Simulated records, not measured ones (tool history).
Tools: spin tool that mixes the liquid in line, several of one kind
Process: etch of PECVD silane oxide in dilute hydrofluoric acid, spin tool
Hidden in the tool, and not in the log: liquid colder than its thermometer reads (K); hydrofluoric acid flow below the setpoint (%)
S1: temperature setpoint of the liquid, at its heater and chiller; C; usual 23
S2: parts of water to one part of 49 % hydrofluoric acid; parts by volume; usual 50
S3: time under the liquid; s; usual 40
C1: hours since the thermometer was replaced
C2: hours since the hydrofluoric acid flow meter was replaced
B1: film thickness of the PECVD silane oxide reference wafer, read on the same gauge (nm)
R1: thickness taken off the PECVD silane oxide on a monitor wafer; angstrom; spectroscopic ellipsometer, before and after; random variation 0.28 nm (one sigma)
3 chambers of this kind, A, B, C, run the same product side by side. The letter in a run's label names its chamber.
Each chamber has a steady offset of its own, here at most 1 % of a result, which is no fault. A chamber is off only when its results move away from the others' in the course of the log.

Run 1A, hour 7.2: usual settings; C1 2228.8; C2 110.8; B1 99.986. Result: R1 406.83 angstrom.
Run 2C, hour 11.8: usual settings; C1 808.8; C2 78.9; B1 99.967. Result: R1 407.55 angstrom.
Run 3B, hour 19.7: usual settings; C1 332.1; C2 1218.9; B1 99.987. Result: R1 409.78 angstrom.
Run 4B, hour 28.2: usual settings; C1 340.6; C2 1227.4; B1 99.997. Result: R1 413.52 angstrom.
Run 5A, hour 34.8: usual settings; C1 2256.4; C2 138.4; B1 100.02. Result: R1 409.36 angstrom.
Run 6C, hour 41.6: usual settings; C1 838.6; C2 108.7; B1 100.01. Result: R1 404.32 angstrom.
Run 7C, hour 46.3: usual settings; C1 843.3; C2 113.4; B1 100.01. Result: R1 400.19 angstrom.
Run 8B, hour 53.1: usual settings; C1 365.5; C2 1252.3; B1 99.98. Result: R1 406.73 angstrom.
Run 9A, hour 58: usual settings but S2 65 parts by volume, S3 25 s; C1 2279.6; C2 161.6; B1 99.995. Result: R1 190.95 angstrom.
Run 10A, hour 65.4: usual settings but S2 65 parts by volume, S3 25 s; C1 2287; C2 169; B1 99.992. Result: R1 190.9 angstrom.
Run 11C, hour 73.1: usual settings but S2 65 parts by volume, S3 25 s; C1 870.1; C2 140.2; B1 100. Result: R1 191.98 angstrom.
Run 12B, hour 79.8: usual settings; C1 392.2; C2 1279; B1 100. Result: R1 406.52 angstrom.
Run 13C, hour 86.3: usual settings; C1 883.3; C2 153.4; B1 100.03. Result: R1 407.58 angstrom.
Run 14A, hour 90.8: usual settings but S2 40 parts by volume, S3 60 s; C1 2312.4; C2 194.4; B1 99.967. Result: R1 777.12 angstrom.
Run 15B, hour 94.6: usual settings but S2 40 parts by volume, S3 60 s; C1 407; C2 1293.8; B1 99.995. Result: R1 762.66 angstrom.
Run 16C, hour 99.8: usual settings but S2 40 parts by volume, S3 60 s; C1 896.8; C2 166.9; B1 100. Result: R1 773.13 angstrom.
Run 17A, hour 104: usual settings; C1 2325.6; C2 207.6; B1 99.987. Result: R1 404.2 angstrom.
Run 18B, hour 111.8: usual settings; C1 424.2; C2 1311; B1 100.01. Result: R1 399.44 angstrom.
Run 19C, hour 116.4: usual settings; C1 913.4; C2 183.5; B1 99.985. Result: R1 408.85 angstrom.
Run 20A, hour 120.8: usual settings; C1 2342.4; C2 224.4; B1 99.98. Result: R1 406.74 angstrom.
Run 21B, hour 127.3: usual settings but S2 30 parts by volume, S3 55 s; C1 439.7; C2 1326.5; B1 99.997. Result: R1 937.9 angstrom.
Run 22B, hour 134.6: usual settings but S2 30 parts by volume, S3 55 s; C1 447; C2 1333.8; B1 99.993. Result: R1 925.49 angstrom.
Run 23C, hour 142.1: usual settings but S2 30 parts by volume, S3 55 s; C1 939.1; C2 209.2; B1 99.981. Result: R1 945.44 angstrom.
Run 24A, hour 149: usual settings; C1 2370.6; C2 252.6; B1 99.992. Result: R1 404.61 angstrom.
Run 25A, hour 153.9: usual settings; C1 2375.5; C2 257.5; B1 100.01. Result: R1 407 angstrom.
Run 26C, hour 160.4: usual settings but S1 20 C, S3 20 s; C1 957.4; C2 227.5; B1 100. Result: R1 178.39 angstrom.
Run 27B, hour 167.9: usual settings but S1 20 C, S3 20 s; C1 480.3; C2 1367.1; B1 100.01. Result: R1 173.56 angstrom.
Run 28B, hour 175: usual settings but S1 20 C, S3 20 s; C1 487.4; C2 1374.2; B1 100. Result: R1 170.89 angstrom.
Run 29A, hour 180.3: usual settings; C1 2401.9; C2 283.9; B1 100.01. Result: R1 407.16 angstrom.
Run 30C, hour 185.9: usual settings; C1 982.9; C2 253; B1 99.988. Result: R1 409.28 angstrom.
Run 31C, hour 189.8: usual settings; C1 986.8; C2 256.9; B1 99.992. Result: R1 408.19 angstrom.
Run 32A, hour 197.3: usual settings; C1 2418.9; C2 300.9; B1 99.996. Result: R1 409.63 angstrom.
Run 33B, hour 202.7: usual settings; C1 515.1; C2 1401.9; B1 100. Result: R1 386.85 angstrom.
Run 34B, hour 209.2: usual settings; C1 521.6; C2 1408.4; B1 100. Result: R1 387.9 angstrom.
Run 35C, hour 215.9: usual settings; C1 1012.9; C2 283; B1 100.01. Result: R1 404.11 angstrom.
Run 36A, hour 222.5: usual settings; C1 2444.1; C2 326.1; B1 100.01. Result: R1 408.12 angstrom.
Run 37A, hour 226.5: usual settings; C1 2448.1; C2 330.1; B1 100.03. Result: R1 411.99 angstrom.
Run 38B, hour 234.6: usual settings but S2 60 parts by volume, S3 30 s; C1 547; C2 1433.8; B1 100. Result: R1 233.27 angstrom.
Run 39C, hour 238.4: usual settings but S2 60 parts by volume, S3 30 s; C1 1035.4; C2 305.5; B1 99.988. Result: R1 251.93 angstrom.
Run 40B, hour 246.5: usual settings but S2 60 parts by volume, S3 30 s; C1 558.9; C2 1445.7; B1 99.998. Result: R1 232.49 angstrom.
Run 41C, hour 250.5: usual settings; C1 1047.5; C2 317.6; B1 100.01. Result: R1 402.93 angstrom.
Run 42A, hour 254.3: usual settings; C1 2475.9; C2 357.9; B1 99.996. Result: R1 405.29 angstrom.

Is one chamber off against the others, does the gauge drift, or is nothing wrong? If a chamber is off, say which, and what the likeliest cause is.

Chamber B drifts away from the others.
Cause: hydrofluoric acid flow below the setpoint (%) = 8.29.
The log may not tell that from: liquid colder than its thermometer reads (K).

Here are 4 candidates for chamber B's next run, each the usual settings with a change, their results left as question marks. Which one brings its results back in line with what the others give on the usual settings?
In line means no further than this from the other chambers' mean on the usual settings: R1 9.6 angstrom
Run 43B-1, hour 260.4: usual settings but S1 23.5 C. Result: R1 ?.
Run 43B-2, hour 260.4: usual settings but S1 21 C. Result: R1 ?.
Run 43B-3, hour 260.4: usual settings but S1 22.5 C. Result: R1 ?.
Run 43B-4, hour 260.4: usual settings but S1 25 C. Result: R1 ?.

The other chambers' mean on the usual settings: R1 406.16 angstrom
  run      R1
43B-1  384.06
43B-2  345.56
43B-3   368.2
43B-4  408.71
43B-4 brings the chamber back in line.

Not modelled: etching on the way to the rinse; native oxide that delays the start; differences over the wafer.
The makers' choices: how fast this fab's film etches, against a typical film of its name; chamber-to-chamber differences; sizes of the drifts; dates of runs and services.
